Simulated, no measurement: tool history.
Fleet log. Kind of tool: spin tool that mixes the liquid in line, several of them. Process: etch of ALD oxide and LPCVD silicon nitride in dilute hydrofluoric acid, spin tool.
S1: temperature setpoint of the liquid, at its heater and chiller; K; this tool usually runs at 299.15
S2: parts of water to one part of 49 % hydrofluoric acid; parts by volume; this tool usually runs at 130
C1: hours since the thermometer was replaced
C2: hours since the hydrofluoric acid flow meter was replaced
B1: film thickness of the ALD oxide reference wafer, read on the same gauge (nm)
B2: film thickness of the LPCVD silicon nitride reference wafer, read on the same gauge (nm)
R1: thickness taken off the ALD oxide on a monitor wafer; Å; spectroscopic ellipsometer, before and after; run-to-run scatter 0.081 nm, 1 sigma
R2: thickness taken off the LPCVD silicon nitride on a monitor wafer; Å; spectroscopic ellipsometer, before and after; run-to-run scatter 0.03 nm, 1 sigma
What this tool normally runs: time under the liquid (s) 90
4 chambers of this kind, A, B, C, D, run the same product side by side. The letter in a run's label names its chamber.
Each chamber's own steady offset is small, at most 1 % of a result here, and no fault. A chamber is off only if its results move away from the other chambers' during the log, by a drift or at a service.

run 1A hour=4.8 | S1=299.15 S2=130 time_under_the_liquid_(s)=90 | C1=1605.8 C2=429.5 | B1=120.01 B2=59.995 | R1=91.95 R2=4.5302
run 2D hour=8.8 | S1=299.15 S2=130 time_under_the_liquid_(s)=90 | C1=171.5 C2=1019.8 | B1=120 B2=59.997 | R1=89.33 R2=4.5554
run 3C hour=11.3 | S1=299.15 S2=130 time_under_the_liquid_(s)=90 | C1=935.2 C2=303.5 | B1=119.99 B2=60.015 | R1=91.178 R2=3.9868
run 4B hour=16.1 | S1=299.15 S2=130 time_under_the_liquid_(s)=90 | C1=1845.6 C2=538 | B1=120.01 B2=60.005 | R1=90.756 R2=4.7502
run 5A hour=20.3 | S1=299.15 S2=130 time_under_the_liquid_(s)=90 | C1=1621.3 C2=445 | B1=119.98 B2=60.011 | R1=90.641 R2=4.5924
run 6D hour=24.4 | S1=299.15 S2=130 time_under_the_liquid_(s)=90 | C1=187.1 C2=1035.4 | B1=119.97 B2=59.968 | R1=91.728 R2=4.6877
run 7C hour=28.9 | S1=299.15 S2=130 time_under_the_liquid_(s)=90 | C1=952.8 C2=321.1 | B1=120.01 B2=60.009 | R1=92.12 R2=4.2635
run 8B hour=33.1 | S1=299.15 S2=130 time_under_the_liquid_(s)=90 | C1=1862.6 C2=555 | B1=119.99 B2=59.993 | R1=90.524 R2=4.063
run 9D hour=36 | S1=299.15 S2=130 time_under_the_liquid_(s)=90 | C1=198.7 C2=1047 | B1=119.96 B2=60.009 | R1=90.605 R2=4.6049
run 10B hour=39.5 | S1=299.15 S2=130 time_under_the_liquid_(s)=90 | C1=1869 C2=561.4 | B1=119.98 B2=59.985 | R1=90.815 R2=4.4401
run 11A hour=42.5 | S1=299.15 S2=130 time_under_the_liquid_(s)=90 | C1=1643.5 C2=467.2 | B1=120.03 B2=60.006 | R1=91.452 R2=4.3828
run 12C hour=45 | S1=302.15 S2=130 time_under_the_liquid_(s)=90 | C1=968.9 C2=337.2 | B1=119.99 B2=60.005 | R1=103.19 R2=5.489
run 13B hour=48.3 | S1=302.15 S2=130 time_under_the_liquid_(s)=90 | C1=1877.8 C2=570.2 | B1=120.03 B2=59.991 | R1=101.59 R2=5.0175
run 14A hour=51.8 | S1=302.15 S2=130 time_under_the_liquid_(s)=90 | C1=1652.8 C2=476.5 | B1=120 B2=59.991 | R1=102.67 R2=5.1283
run 15C hour=56 | S1=302.15 S2=130 time_under_the_liquid_(s)=90 | C1=979.9 C2=348.2 | B1=120.01 B2=59.972 | R1=101.88 R2=4.9305
run 16D hour=60.8 | S1=299.15 S2=130 time_under_the_liquid_(s)=90 | C1=223.5 C2=1071.8 | B1=120 B2=60.01 | R1=90.67 R2=4.4395
run 17D hour=65.6 | S1=299.15 S2=130 time_under_the_liquid_(s)=90 | C1=228.3 C2=1076.6 | B1=119.96 B2=59.988 | R1=90.811 R2=3.9552
run 18B hour=70.3 | S1=299.15 S2=130 time_under_the_liquid_(s)=90 | C1=1899.8 C2=592.2 | B1=120.02 B2=59.993 | R1=92.839 R2=4.4668
run 19C hour=74.4 | S1=299.15 S2=130 time_under_the_liquid_(s)=90 | C1=998.3 C2=366.6 | B1=119.95 B2=59.989 | R1=90.91 R2=3.6356
run 20A hour=77 | S1=299.15 S2=130 time_under_the_liquid_(s)=90 | C1=1678 C2=501.7 | B1=120.01 B2=60 | R1=90.598 R2=4.1347
run 21D hour=80 | S1=299.15 S2=130 time_under_the_liquid_(s)=90 | C1=242.7 C2=1091 | B1=120 B2=60.006 | R1=91.866 R2=4.8885
run 22C hour=84.1 | S1=299.15 S2=130 time_under_the_liquid_(s)=90 | C1=1008 C2=376.3 | B1=119.96 B2=59.985 | R1=92.669 R2=4.2694
run 23A hour=89 | S1=299.15 S2=180 time_under_the_liquid_(s)=45 | C1=1690 C2=513.7 | B1=120.01 B2=60.016 | R1=30.896 R2=1.6479
run 24B hour=93.7 | S1=299.15 S2=180 time_under_the_liquid_(s)=45 | C1=1923.2 C2=615.6 | B1=119.94 B2=60.004 | R1=30.581 R2=1.5744
run 25C hour=98.3 | S1=299.15 S2=180 time_under_the_liquid_(s)=45 | C1=1022.2 C2=390.5 | B1=119.98 B2=60.023 | R1=31.086 R2=1.5204
run 26A hour=102 | S1=299.15 S2=180 time_under_the_liquid_(s)=45 | C1=1703 C2=526.7 | B1=120.01 B2=60.008 | R1=30.986 R2=1.5749
-- hour=106.4 chamber C: thermometer replaced
run 27B hour=106.8 | S1=299.15 S2=130 time_under_the_liquid_(s)=90 | C1=1936.3 C2=628.7 | B1=120.02 B2=60.011 | R1=91.754 R2=4.0308
run 28D hour=109.3 | S1=299.15 S2=130 time_under_the_liquid_(s)=90 | C1=272 C2=1120.3 | B1=120.03 B2=60.006 | R1=92.282 R2=4.0473
run 29D hour=112.9 | S1=296.15 S2=130 time_under_the_liquid_(s)=90 | C1=275.6 C2=1123.9 | B1=120.02 B2=59.996 | R1=82.705 R2=3.9392
run 30A hour=115.4 | S1=296.15 S2=130 time_under_the_liquid_(s)=90 | C1=1716.4 C2=540.1 | B1=120.01 B2=60.009 | R1=80.654 R2=3.5183
run 31C hour=117.9 | S1=296.15 S2=130 time_under_the_liquid_(s)=90 | C1=11.5 C2=410.1 | B1=120.03 B2=59.966 | R1=81.914 R2=3.5047
run 32B hour=120.8 | S1=296.15 S2=130 time_under_the_liquid_(s)=90 | C1=1950.3 C2=642.7 | B1=119.98 B2=59.998 | R1=79.473 R2=3.8224
run 33A hour=123.6 | S1=299.15 S2=130 time_under_the_liquid_(s)=90 | C1=1724.6 C2=548.3 | B1=120.01 B2=59.99 | R1=91.447 R2=3.8363
run 34D hour=126.8 | S1=299.15 S2=130 time_under_the_liquid_(s)=90 | C1=289.5 C2=1137.8 | B1=120.02 B2=59.981 | R1=93.246 R2=4.3028
run 35B hour=129.9 | S1=302.15 S2=190 time_under_the_liquid_(s)=90 | C1=1959.4 C2=651.8 | B1=120.02 B2=60.007 | R1=63.461 R2=3.7678
run 36C hour=133.2 | S1=302.15 S2=190 time_under_the_liquid_(s)=90 | C1=26.8 C2=425.4 | B1=120.06 B2=59.999 | R1=64.384 R2=3.5528
run 37A hour=138.1 | S1=302.15 S2=190 time_under_the_liquid_(s)=90 | C1=1739.1 C2=562.8 | B1=119.97 B2=59.993 | R1=64.64 R2=3.4836

What goes on in this fleet: one chamber off, a drifting gauge, or nothing beyond the chambers' own small offsets? Name the chamber and the cause, if any.

It is chamber D that slowly wanders off from its peers.
What lies behind it: liquid hotter than its thermometer reads (K) = 1.33.

Here are 4 candidates for chamber D's next run, each the usual settings with a change, their results left as question marks. Which one brings its results back in line with what the others give on the usual settings?
To be in line, a result may differ from the other chambers' mean on the usual settings by at most: R1 2.8 Å; R2 1.1 Å
run 38D-1 hour=141.6 | S1=298.15 S2=125 time_under_the_liquid_(s)=85 | R1=? R2=?
run 38D-2 hour=141.6 | S1=300.15 S2=135 time_under_the_liquid_(s)=95 | R1=? R2=?
run 38D-3 hour=141.6 | S1=296.15 S2=115 time_under_the_liquid_(s)=80 | R1=? R2=?
run 38D-4 hour=141.6 | S1=302.15 S2=145 time_under_the_liquid_(s)=100 | R1=? R2=?

What the other chambers average on the usual settings: R1 91.186 Å; R2 4.2436 Å
run=38D-1 R1=90.039 R2=4.2675
run=38D-2 R1=99.287 R2=5.0207
run=38D-3 R1=86.226 R2=3.8266
run=38D-4 R1=103.42 R2=5.5746
Change 38D-1 lands the chamber within the allowed miss of the other chambers.
